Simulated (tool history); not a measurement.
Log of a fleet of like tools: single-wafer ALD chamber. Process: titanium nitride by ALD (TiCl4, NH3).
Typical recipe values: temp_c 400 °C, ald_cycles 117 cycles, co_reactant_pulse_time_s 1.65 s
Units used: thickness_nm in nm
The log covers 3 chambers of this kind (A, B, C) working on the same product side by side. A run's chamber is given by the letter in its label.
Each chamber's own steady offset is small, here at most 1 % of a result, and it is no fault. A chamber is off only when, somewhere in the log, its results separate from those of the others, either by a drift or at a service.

run   hour  temp_c  ald_cycles  co_reactant_pulse_time_s  hours since the last thermocouple change  read-back reference wafer on the same gauge, thickness_nm  thickness_nm
 1C    7.6     400         117                      1.65                                      17.6                                                     2.2397        2.5617
 2B   14.4     400         117                      1.65                                     406.8                                                     2.2385        2.5347
 3A     28     400         117                      1.65                                     780.7                                                     2.2406        2.5719
 4B   35.3     400         117                      1.65                                     427.7                                                     2.2415        2.5232
 5C   43.8     400         117                      1.65                                      53.8                                                     2.2418        2.5665
 6A   52.7     400         117                      1.65                                     805.4                                                       2.24         2.568
 7C   65.1     400         117                      1.65                                      75.1                                                     2.2387        2.5609
 8B   72.1     400         109                      2.01                                     464.5                                                     2.2403        2.3823
 9A   79.7     400         109                      2.01                                     832.4                                                     2.2419        2.4238
10C   90.6     400         109                      2.01                                     100.6                                                       2.24        2.3892
11B   98.4     400         117                      1.65                                     490.8                                                     2.2399          2.54
12A  104.4     405         117                      1.98                                     857.1                                                     2.2381        2.5988
13A  114.3     405         117                      1.98                                       867                                                     2.2389        2.5755
14C  126.1     405         117                      1.98                                     136.1                                                     2.2422        2.5988
15B  139.4     400         117                      1.65                                     531.8                                                     2.2407        2.5489
16A  147.2     389         117                      1.65                                     899.9                                                     2.2409        2.5345
17C  155.2     389         117                      1.65                                     165.2                                                      2.241        2.5251
18B  168.3     389         117                      1.65                                     560.7                                                     2.2388        2.5197
19A  180.2     400         117                      1.65                                     932.9                                                     2.2407         2.587
20C  188.5     400         117                      1.65                                     198.5                                                     2.2379        2.5663
21B  201.9     400         117                      1.65                                     594.3                                                     2.2398          2.53
22A  210.4     400         117                      1.65                                     963.1                                                     2.2387         2.575
23B  220.2     400         117                      1.65                                     612.6                                                       2.24         2.547
24C  227.1     400         117                      1.65                                     237.1                                                     2.2402        2.5735
25C  240.5     400         117                      1.65                                     250.5                                                     2.2396        2.5427
26A  246.4     400         117                      1.65                                     999.1                                                     2.2418        2.5791
27B  254.2     400         117                      1.65                                     646.6                                                     2.2412        2.5239
28B  265.5     400         117                      1.23                                     657.9                                                     2.2389        2.5071
29C  274.2     400         117                      1.23                                     284.2                                                     2.2401        2.5288
30A  283.9     400         117                      1.23                                    1036.6                                                     2.2396        2.5492
31C    295     400         117                      1.65                                       305                                                     2.2377        2.5864
32A  307.7     400         104                      1.65                                    1060.4                                                     2.2403        2.3026
33B  320.5     400         104                      1.65                                     712.9                                                     2.2386        2.2753

What goes on in this fleet: one chamber off, a drifting gauge, or nothing beyond the chambers' own small offsets? Name the chamber and the cause, if any.

Nothing is wrong: each chamber keeps only its own small, steady offset and the gauge holds still.

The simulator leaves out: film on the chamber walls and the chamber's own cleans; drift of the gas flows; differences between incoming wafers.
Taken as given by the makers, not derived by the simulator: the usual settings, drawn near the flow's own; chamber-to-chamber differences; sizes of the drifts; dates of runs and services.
